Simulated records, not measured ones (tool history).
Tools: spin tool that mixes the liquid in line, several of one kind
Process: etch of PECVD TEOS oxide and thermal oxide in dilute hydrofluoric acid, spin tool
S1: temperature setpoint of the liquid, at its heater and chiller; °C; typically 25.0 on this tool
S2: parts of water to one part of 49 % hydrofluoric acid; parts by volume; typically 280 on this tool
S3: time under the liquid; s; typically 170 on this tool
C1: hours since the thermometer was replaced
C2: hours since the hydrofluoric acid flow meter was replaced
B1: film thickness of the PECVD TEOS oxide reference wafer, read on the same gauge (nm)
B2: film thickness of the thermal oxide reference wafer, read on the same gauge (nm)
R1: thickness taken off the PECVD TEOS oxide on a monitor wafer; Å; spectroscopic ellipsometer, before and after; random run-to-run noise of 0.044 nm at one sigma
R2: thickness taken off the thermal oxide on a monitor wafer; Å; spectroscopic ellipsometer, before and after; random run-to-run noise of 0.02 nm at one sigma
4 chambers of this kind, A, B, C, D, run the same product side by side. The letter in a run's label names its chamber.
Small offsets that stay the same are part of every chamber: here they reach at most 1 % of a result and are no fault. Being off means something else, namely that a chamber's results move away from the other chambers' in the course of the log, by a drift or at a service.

run	hour	S1	S2	S3	C1	C2	B1	B2	R1	R2
1C	3.8	25.0	280	170	362.1	1439.8	60.036	29.989	56.386	24.069
2B	8.0	25.0	280	170	770.3	658.5	60.029	29.974	55.417	23.829
3D	12.1	25.0	280	170	2173.4	590.9	59.967	29.977	55.351	24.492
4A	16.2	25.0	280	170	1416.6	472.8	60.024	29.985	55.643	23.954
5C	21.3	25.0	280	170	379.6	1457.3	60.047	30.013	57.078	24.032
6D	26.3	25.0	280	170	2187.6	605.1	59.950	29.990	56.204	24.149
7B	31.4	23.5	280	235	793.7	681.9	59.980	30.017	71.382	31.284
8A	34.4	23.5	280	235	1434.8	491.0	59.977	29.965	72.636	31.978
9C	37.3	23.5	280	235	395.6	1473.3	60.014	30.049	73.105	31.722
10D	40.5	23.5	280	235	2201.8	619.3	59.992	29.987	73.339	31.720
11A	43.2	25.0	280	170	1443.6	499.8	60.017	30.005	55.647	24.145
12B	46.2	25.0	280	170	808.5	696.7	60.035	29.990	55.681	24.192
13C	49.9	25.0	280	170	408.2	1485.9	60.029	30.003	55.822	24.399
14A	54.2	23.0	280	170	1454.6	510.8	59.982	30.018	51.667	22.719
15D	57.3	23.0	280	170	2218.6	636.1	60.014	30.004	52.122	22.531
16B	61.1	23.0	280	170	823.4	711.6	59.966	29.973	52.028	22.696
17B	64.3	23.0	280	170	826.6	714.8	59.993	30.055	52.318	22.674
18C	69.4	25.0	280	170	427.7	1505.4	60.014	30.045	55.882	24.007
19A	73.6	25.0	280	170	1474.0	530.2	60.042	30.020	55.889	24.321
20D	76.6	25.0	280	170	2237.9	655.4	59.946	30.014	55.017	24.126
21A	81.7	25.0	280	170	1482.1	538.3	60.018	30.004	55.489	23.860
22B	87.4	22.5	280	225	849.7	737.9	60.010	30.019	68.500	29.928
23C	91.0	22.5	280	225	449.3	1527.0	59.969	30.017	66.936	29.476
24D	96.8	22.5	280	225	2258.1	675.6	59.986	30.052	67.733	29.475
25B	101.3	22.5	280	225	863.6	751.8	60.005	29.998	70.643	29.990
26A	104.6	25.0	280	170	1505.0	561.2	60.014	29.944	55.789	24.327
27C	107.3	25.0	280	170	465.6	1543.3	60.074	29.988	56.719	24.195
28D	113.3	25.0	280	255	2274.6	692.1	59.973	30.008	85.214	36.536
29A	118.9	25.0	280	255	1519.3	575.5	60.030	30.009	83.039	35.978
30D	124.7	25.0	280	255	2286.0	703.5	60.038	29.999	84.471	36.338
# hour 125.8: chamber D: thermometer replaced
31B	128.6	25.0	280	255	890.9	779.1	59.995	29.985	87.728	38.092
32C	132.3	25.0	280	170	490.6	1568.3	60.019	29.977	55.873	24.371
33B	138.3	25.0	280	170	900.6	788.8	60.022	30.029	60.164	25.728
34A	142.8	25.0	280	170	1543.2	599.4	60.020	30.040	55.234	24.492
35D	145.5	25.0	280	170	19.7	724.3	59.970	30.017	55.639	24.051

Next, all 4 chambers run the settings below, one line each with question marks for the results. What does each chamber give?
36A	149.8	25.0	205	170					?	?
36B	149.8	25.0	205	170					?	?
36C	149.8	25.0	205	170					?	?
36D	149.8	25.0	205	170					?	?

run	R1	R2
36A	81.631	36.300
36B	87.947	38.172
36C	81.142	35.413
36D	83.267	36.175
